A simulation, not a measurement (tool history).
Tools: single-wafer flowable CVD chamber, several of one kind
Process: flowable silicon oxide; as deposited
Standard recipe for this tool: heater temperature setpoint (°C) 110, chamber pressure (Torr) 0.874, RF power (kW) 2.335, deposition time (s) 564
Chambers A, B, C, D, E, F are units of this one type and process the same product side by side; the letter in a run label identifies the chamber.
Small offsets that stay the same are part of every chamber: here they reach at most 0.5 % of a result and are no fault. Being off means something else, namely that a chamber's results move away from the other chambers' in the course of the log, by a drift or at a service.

run,day,heater temperature setpoint (°C),chamber pressure (Torr),RF power (kW),deposition time (s),"read-back reference wafer on the same gauge, thickness_nm",mean film thickness on the monitor wafer (Å)
1F,0.308,110,0.874,2.335,564,231.94,2828.5
2D,0.525,110,0.874,2.335,564,231.99,2826.2
3E,0.800,110,0.874,2.335,564,232.06,2822.1
4C,0.983,110,0.874,2.335,564,232.02,2822.1
5A,1.288,110,0.874,2.335,564,231.86,2812.5
6B,1.638,110,0.874,2.335,564,231.98,2817.8
7D,2.025,110,0.874,2.335,564,232.03,2824.4
# day 2.083: chamber E: capacitance manometer re-zeroed and calibrated
8F,2.217,110,0.874,2.125,506,232.02,2500.1
9E,2.596,110,0.874,2.125,506,231.79,2491.3
10A,2.771,110,0.874,2.125,506,232.07,2489.2
11C,2.950,110,0.874,2.125,506,232.03,2502.2
12B,3.275,110,0.874,2.125,506,231.88,2524.3
13C,3.550,110,0.874,2.125,506,232.00,2507.8
14E,3.767,110,0.874,2.335,564,232.28,2816.3
15F,4.100,110,0.874,2.335,564,231.99,2809.8
16B,4.446,110,0.874,2.335,564,232.06,2842.0
17A,4.846,110,0.874,2.335,564,232.04,2828.4
18D,5.167,110,0.874,2.335,564,232.01,2837.2
19D,5.483,110,0.874,2.335,564,232.12,2830.6
20A,5.746,123,0.874,2.335,564,231.95,1901.5
21F,5.996,123,0.874,2.335,564,232.09,1869.9
22E,6.246,123,0.874,2.335,564,232.03,1896.8
23C,6.450,123,0.874,2.335,564,232.13,1912.6
24B,6.767,123,0.874,2.335,564,232.13,1907.0
25D,6.942,123,0.874,2.335,564,231.99,1917.5
26E,7.129,110,0.874,2.335,564,231.99,2820.8
27B,7.362,110,0.874,2.335,564,232.00,2829.2
28F,7.683,110,0.874,2.335,564,232.06,2748.2
29C,7.921,110,0.874,2.335,564,232.08,2838.1
30A,8.312,121,1.063,2.335,564,231.89,2558.2
31A,8.600,121,1.063,2.335,564,232.04,2546.4
32D,8.879,121,1.063,2.335,564,232.06,2571.3
33C,9.196,121,1.063,2.335,564,231.93,2534.7
34E,9.442,121,1.063,2.335,564,231.86,2543.8
35B,9.733,121,1.063,2.335,564,231.90,2566.7
36F,10.012,99,1.002,2.335,564,231.97,4659.7
37E,10.350,99,1.002,2.335,564,231.83,4832.2
38A,10.617,99,1.002,2.335,564,231.80,4831.7

The same settings go to every chamber for the next run, one line per chamber below. Forecast the results for each:
39A,10.908,110,0.874,2.335,564,,?
39B,10.908,110,0.874,2.335,564,,?
39C,10.908,110,0.874,2.335,564,,?
39D,10.908,110,0.874,2.335,564,,?
39E,10.908,110,0.874,2.335,564,,?
39F,10.908,110,0.874,2.335,564,,?

run,mean film thickness on the monitor wafer (Å)
39A,2814.5
39B,2832.9
39C,2826.5
39D,2829.8
39E,2829.0
39F,2720.3
